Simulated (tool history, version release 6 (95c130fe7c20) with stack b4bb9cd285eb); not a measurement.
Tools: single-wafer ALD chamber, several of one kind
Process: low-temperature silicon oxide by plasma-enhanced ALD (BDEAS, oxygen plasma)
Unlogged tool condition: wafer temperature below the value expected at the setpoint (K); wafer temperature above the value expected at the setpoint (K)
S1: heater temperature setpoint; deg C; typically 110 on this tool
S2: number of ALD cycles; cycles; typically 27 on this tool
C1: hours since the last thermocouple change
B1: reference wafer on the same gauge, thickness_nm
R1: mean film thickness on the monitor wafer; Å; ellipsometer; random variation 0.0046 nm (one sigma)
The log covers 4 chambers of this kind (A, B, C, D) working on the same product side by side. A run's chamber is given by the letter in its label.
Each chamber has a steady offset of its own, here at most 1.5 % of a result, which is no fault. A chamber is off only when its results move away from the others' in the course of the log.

{"run": "1A", "day": 0.238, "S1": 110, "S2": 27, "C1": 404.9, "B1": 4.3301, "R1": 38.11}
{"run": "2B", "day": 0.6, "S1": 110, "S2": 27, "C1": 1564.8, "B1": 4.3318, "R1": 37.843}
{"run": "3D", "day": 0.971, "S1": 110, "S2": 27, "C1": 484.2, "B1": 4.3331, "R1": 38.456}
{"run": "4C", "day": 1.229, "S1": 110, "S2": 27, "C1": 340.4, "B1": 4.3332, "R1": 38.04}
{"run": "5D", "day": 1.504, "S1": 110, "S2": 27, "C1": 497.0, "B1": 4.334, "R1": 38.414}
{"run": "6B", "day": 1.804, "S1": 110, "S2": 27, "C1": 1593.7, "B1": 4.3346, "R1": 37.987}
{"run": "7A", "day": 2.196, "S1": 110, "S2": 27, "C1": 451.9, "B1": 4.3358, "R1": 38.175}
{"run": "8C", "day": 2.604, "S1": 110, "S2": 27, "C1": 373.4, "B1": 4.3372, "R1": 38.138}
{"run": "9B", "day": 2.954, "S1": 110, "S2": 27, "C1": 1621.3, "B1": 4.3373, "R1": 37.98}
{"run": "10A", "day": 3.312, "S1": 110, "S2": 27, "C1": 478.7, "B1": 4.3375, "R1": 38.248}
{"run": "11C", "day": 3.521, "S1": 110, "S2": 27, "C1": 395.4, "B1": 4.3398, "R1": 38.075}
{"run": "12D", "day": 3.746, "S1": 110, "S2": 27, "C1": 550.8, "B1": 4.3391, "R1": 38.455}
{"run": "13C", "day": 4.15, "S1": 110, "S2": 27, "C1": 410.5, "B1": 4.3406, "R1": 38.228}
{"run": "14D", "day": 4.333, "S1": 110, "S2": 27, "C1": 564.9, "B1": 4.3421, "R1": 38.588}
{"run": "15B", "day": 4.612, "S1": 110, "S2": 27, "C1": 1661.1, "B1": 4.3414, "R1": 38.016}
{"run": "16A", "day": 4.942, "S1": 110, "S2": 27, "C1": 517.8, "B1": 4.343, "R1": 38.299}
{"run": "17B", "day": 5.229, "S1": 110, "S2": 27, "C1": 1675.9, "B1": 4.3422, "R1": 38.036}
{"run": "18A", "day": 5.529, "S1": 110, "S2": 27, "C1": 531.9, "B1": 4.3453, "R1": 38.261}
{"run": "19D", "day": 5.883, "S1": 96, "S2": 24, "C1": 602.1, "B1": 4.3453, "R1": 35.475}
{"run": "20C", "day": 6.112, "S1": 96, "S2": 24, "C1": 457.6, "B1": 4.3453, "R1": 35.112}
{"run": "21D", "day": 6.521, "S1": 96, "S2": 24, "C1": 617.4, "B1": 4.346, "R1": 35.445}
{"run": "22A", "day": 6.942, "S1": 96, "S2": 24, "C1": 565.8, "B1": 4.3476, "R1": 35.204}
{"run": "23B", "day": 7.325, "S1": 110, "S2": 27, "C1": 1726.2, "B1": 4.349, "R1": 38.006}
{"run": "24C", "day": 7.638, "S1": 110, "S2": 27, "C1": 494.2, "B1": 4.3484, "R1": 38.146}
{"run": "25A", "day": 7.95, "S1": 119, "S2": 27, "C1": 590.0, "B1": 4.3506, "R1": 37.73}
{"run": "26C", "day": 8.188, "S1": 119, "S2": 27, "C1": 507.4, "B1": 4.351, "R1": 37.62}

Each of the 4 chambers runs these same settings next. Fill in every chamber's results:
{"run": "27A", "day": 8.488, "S1": 110, "S2": 23, "R1": "?"}
{"run": "27B", "day": 8.488, "S1": 110, "S2": 23, "R1": "?"}
{"run": "27C", "day": 8.488, "S1": 110, "S2": 23, "R1": "?"}
{"run": "27D", "day": 8.488, "S1": 110, "S2": 23, "R1": "?"}

run=27A R1=32.615
run=27B R1=32.504
run=27C R1=32.524
run=27D R1=32.850
